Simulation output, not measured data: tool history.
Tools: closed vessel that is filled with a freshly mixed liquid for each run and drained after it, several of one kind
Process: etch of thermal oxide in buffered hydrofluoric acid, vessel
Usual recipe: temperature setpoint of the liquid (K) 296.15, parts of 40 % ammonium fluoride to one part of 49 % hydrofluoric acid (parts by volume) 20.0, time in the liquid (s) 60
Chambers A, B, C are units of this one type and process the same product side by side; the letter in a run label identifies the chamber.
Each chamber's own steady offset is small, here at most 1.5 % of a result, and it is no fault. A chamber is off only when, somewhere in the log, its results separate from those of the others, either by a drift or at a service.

run	hour	temperature setpoint of the liquid (K)	parts of 40 % ammonium fluoride to one part of 49 % hydrofluoric acid (parts by volume)	time in the liquid (s)	read-back film thickness of the thermal oxide reference wafer, read on the same gauge (nm)	thickness taken off the thermal oxide on a monitor wafer (angstrom)
1C	4.2	296.15	20.0	60	39.970	333.41
2A	10.9	296.15	20.0	60	39.998	328.52
3B	14.5	296.15	20.0	60	40.005	335.44
4C	17.4	296.15	20.0	60	39.976	331.16
5A	20.9	296.15	13.0	60	39.992	499.74
6B	25.1	296.15	13.0	60	40.006	508.94
7A	29.4	296.15	13.0	60	40.000	499.47
8B	33.4	296.15	20.0	60	39.975	336.32
9C	36.8	296.15	20.0	60	40.029	334.99
10C	40.5	296.15	20.0	60	40.000	335.76
11B	43.8	296.15	20.0	60	39.996	335.20
12A	47.9	296.15	25.0	60	39.986	277.27
13A	54.6	296.15	25.0	60	40.001	278.83
14C	58.8	296.15	25.0	60	40.005	283.07
15B	64.7	296.15	20.0	75	40.020	418.70
16B	69.6	296.15	20.0	75	39.998	417.82
17A	73.1	296.15	20.0	75	39.989	402.68
18C	76.3	296.15	20.0	60	39.989	331.99
19C	82.4	296.15	20.0	60	40.001	328.35
20B	88.7	296.15	20.0	60	40.000	339.60
21A	92.7	296.15	20.0	60	39.999	320.32
22A	99.1	296.15	20.0	60	40.001	316.99
23C	104.8	296.15	20.0	60	40.011	330.03
24B	110.8	296.15	20.0	60	40.018	334.13
25B	117.3	296.15	15.0	90	40.006	663.29
26A	122.0	296.15	15.0	90	39.997	626.27
27C	125.1	296.15	15.0	90	40.005	663.12
28B	129.1	296.15	20.0	60	39.982	334.64
29C	134.6	296.15	20.0	60	39.977	332.11
30A	140.7	296.15	20.0	60	39.983	309.21
31C	147.4	296.15	20.0	60	39.997	330.54
32A	151.0	296.15	20.0	60	40.006	307.86
33B	157.6	296.15	20.0	60	40.028	335.31
34B	162.1	296.15	27.5	30	39.989	132.12
35C	166.4	296.15	27.5	30	40.018	133.52

Decide between three cases: one chamber stands off from its peers, the gauge reading all wafers drifts, or nothing is wrong past each chamber's small offset. Where a chamber is off, say which and what most likely put it there.

It is chamber A that slowly wanders off from its peers.
What lies behind it: liquid colder than its thermometer reads (K) = 1.32.
Not necessarily distinguishable in this log from: hydrofluoric acid flow below the setpoint (%).

Chamber A could run next with any of the 4 candidate recipes listed below; each alters the usual settings, and their results appear as question marks. Which one brings its results back in line with what the other chambers deliver on the usual settings?
Allowed miss from the other chambers' usual-settings mean, per result, to count as in line: thickness taken off the thermal oxide on a monitor wafer (angstrom) 9.00
36A-1	171.2	295.65	20.5	55		?
36A-2	171.2	296.15	22.5	60		?
36A-3	171.2	296.15	18.5	60		?
36A-4	171.2	298.65	20.0	60		?

The mean the other chambers reach with the usual settings: thickness taken off the thermal oxide on a monitor wafer (angstrom) 333.14
run	thickness taken off the thermal oxide on a monitor wafer (angstrom)
36A-1	266.26
36A-2	279.89
36A-3	328.75
36A-4	348.83
With 36A-3, the chamber falls back in line with the rest.
